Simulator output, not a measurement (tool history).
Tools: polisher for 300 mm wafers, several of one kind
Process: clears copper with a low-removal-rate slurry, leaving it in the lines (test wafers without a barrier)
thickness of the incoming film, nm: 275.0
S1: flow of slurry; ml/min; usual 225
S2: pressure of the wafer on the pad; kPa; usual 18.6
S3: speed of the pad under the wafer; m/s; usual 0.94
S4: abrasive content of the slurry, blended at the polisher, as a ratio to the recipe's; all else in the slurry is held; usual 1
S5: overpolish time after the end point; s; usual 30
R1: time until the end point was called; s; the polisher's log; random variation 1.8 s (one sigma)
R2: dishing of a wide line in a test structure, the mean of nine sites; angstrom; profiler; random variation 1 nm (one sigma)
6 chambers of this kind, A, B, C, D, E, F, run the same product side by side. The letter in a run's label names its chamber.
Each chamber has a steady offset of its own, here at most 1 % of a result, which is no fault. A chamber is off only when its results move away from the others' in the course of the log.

Run 1B, day 0.133: usual settings. Result: R1 129.910 s, R2 437.35 angstrom.
Run 2D, day 0.354: usual settings. Result: R1 127.620 s, R2 420.11 angstrom.
Run 3A, day 0.538: usual settings. Result: R1 125.540 s, R2 426.94 angstrom.
At day 0.604: chamber B: slurry nozzle cleaned.
Run 4F, day 0.692: usual settings. Result: R1 125.950 s, R2 437.44 angstrom.
Run 5C, day 0.854: usual settings. Result: R1 125.480 s, R2 426.78 angstrom.
Run 6E, day 1.092: usual settings. Result: R1 129.290 s, R2 436.40 angstrom.
Run 7E, day 1.283: usual settings. Result: R1 126.400 s, R2 416.07 angstrom.
At day 1.412: chamber C: worn pad replaced by a new one.
Run 8C, day 1.492: usual settings. Result: R1 127.740 s, R2 423.89 angstrom.
Run 9A, day 1.692: usual settings. Result: R1 123.790 s, R2 438.71 angstrom.
Run 10F, day 1.950: usual settings. Result: R1 124.350 s, R2 438.99 angstrom.
Run 11B, day 2.146: usual settings. Result: R1 127.810 s, R2 439.04 angstrom.
At day 2.258: chamber E: worn pad replaced by a new one.
At day 2.279: chamber B: worn pad replaced by a new one.
Run 12D, day 2.333: usual settings. Result: R1 126.670 s, R2 422.01 angstrom.
Run 13E, day 2.571: usual settings. Result: R1 127.790 s, R2 411.09 angstrom.
Run 14C, day 2.838: usual settings but S3 0.74 m/s, S5 41 s. Result: R1 162.120 s, R2 448.93 angstrom.
Run 15A, day 3.104: usual settings but S3 0.74 m/s, S5 41 s. Result: R1 162.800 s, R2 461.82 angstrom.
At day 3.362: chamber F: worn pad replaced by a new one.
Run 16B, day 3.396: usual settings but S3 0.74 m/s, S5 41 s. Result: R1 165.070 s, R2 459.48 angstrom.
Run 17D, day 3.654: usual settings but S3 0.74 m/s, S5 41 s. Result: R1 165.860 s, R2 457.17 angstrom.
Run 18F, day 3.888: usual settings but S3 0.74 m/s, S5 41 s. Result: R1 157.600 s, R2 454.36 angstrom.
Run 19E, day 4.121: usual settings but S3 0.74 m/s, S5 41 s. Result: R1 168.550 s, R2 456.16 angstrom.
Run 20B, day 4.417: usual settings. Result: R1 126.710 s, R2 431.17 angstrom.
Run 21A, day 4.554: usual settings. Result: R1 124.880 s, R2 439.12 angstrom.
Run 22D, day 4.733: usual settings. Result: R1 136.810 s, R2 411.43 angstrom.
Run 23F, day 4.892: usual settings but S1 290 ml/min, S3 1.18 m/s. Result: R1 101.390 s, R2 511.41 angstrom.
At day 5.033: chamber E: slurry blender recalibrated.
Run 24C, day 5.050: usual settings but S1 290 ml/min, S3 1.18 m/s. Result: R1 95.241 s, R2 496.14 angstrom.
Run 25E, day 5.308: usual settings but S1 290 ml/min, S3 1.18 m/s. Result: R1 99.831 s, R2 522.11 angstrom.
Run 26D, day 5.471: usual settings but S1 290 ml/min, S3 1.18 m/s. Result: R1 104.500 s, R2 485.78 angstrom.
At day 5.596: chamber C: worn pad replaced by a new one.
Run 27C, day 5.717: usual settings but S1 290 ml/min, S3 1.18 m/s. Result: R1 99.717 s, R2 521.27 angstrom.
Run 28B, day 5.925: usual settings but S1 290 ml/min, S3 1.18 m/s. Result: R1 96.889 s, R2 543.67 angstrom.
At day 6.067: chamber A: worn pad replaced by a new one.
Run 29A, day 6.200: usual settings. Result: R1 124.900 s, R2 423.04 angstrom.
Run 30F, day 6.400: usual settings. Result: R1 126.160 s, R2 417.67 angstrom.
Run 31E, day 6.646: usual settings. Result: R1 128.960 s, R2 442.92 angstrom.
Run 32F, day 6.792: usual settings. Result: R1 126.650 s, R2 433.93 angstrom.
Run 33B, day 6.967: usual settings. Result: R1 126.230 s, R2 421.57 angstrom.
Run 34A, day 7.138: usual settings. Result: R1 126.460 s, R2 404.12 angstrom.
Run 35D, day 7.417: usual settings. Result: R1 142.490 s, R2 398.70 angstrom.
Run 36C, day 7.612: usual settings. Result: R1 126.300 s, R2 444.18 angstrom.

Next, every chamber runs the same settings. What will each give?
Run 37A, day 7.825: usual settings. Result: R1 ?, R2 ?.
Run 37B, day 7.825: usual settings. Result: R1 ?, R2 ?.
Run 37C, day 7.825: usual settings. Result: R1 ?, R2 ?.
Run 37D, day 7.825: usual settings. Result: R1 ?, R2 ?.
Run 37E, day 7.825: usual settings. Result: R1 ?, R2 ?.
Run 37F, day 7.825: usual settings. Result: R1 ?, R2 ?.

run       R1      R2
37A  124.900  446.68
37B  131.270  408.85
37C  128.610  413.75
37D  143.810  388.79
37E  128.680  426.21
37F  127.300  426.66
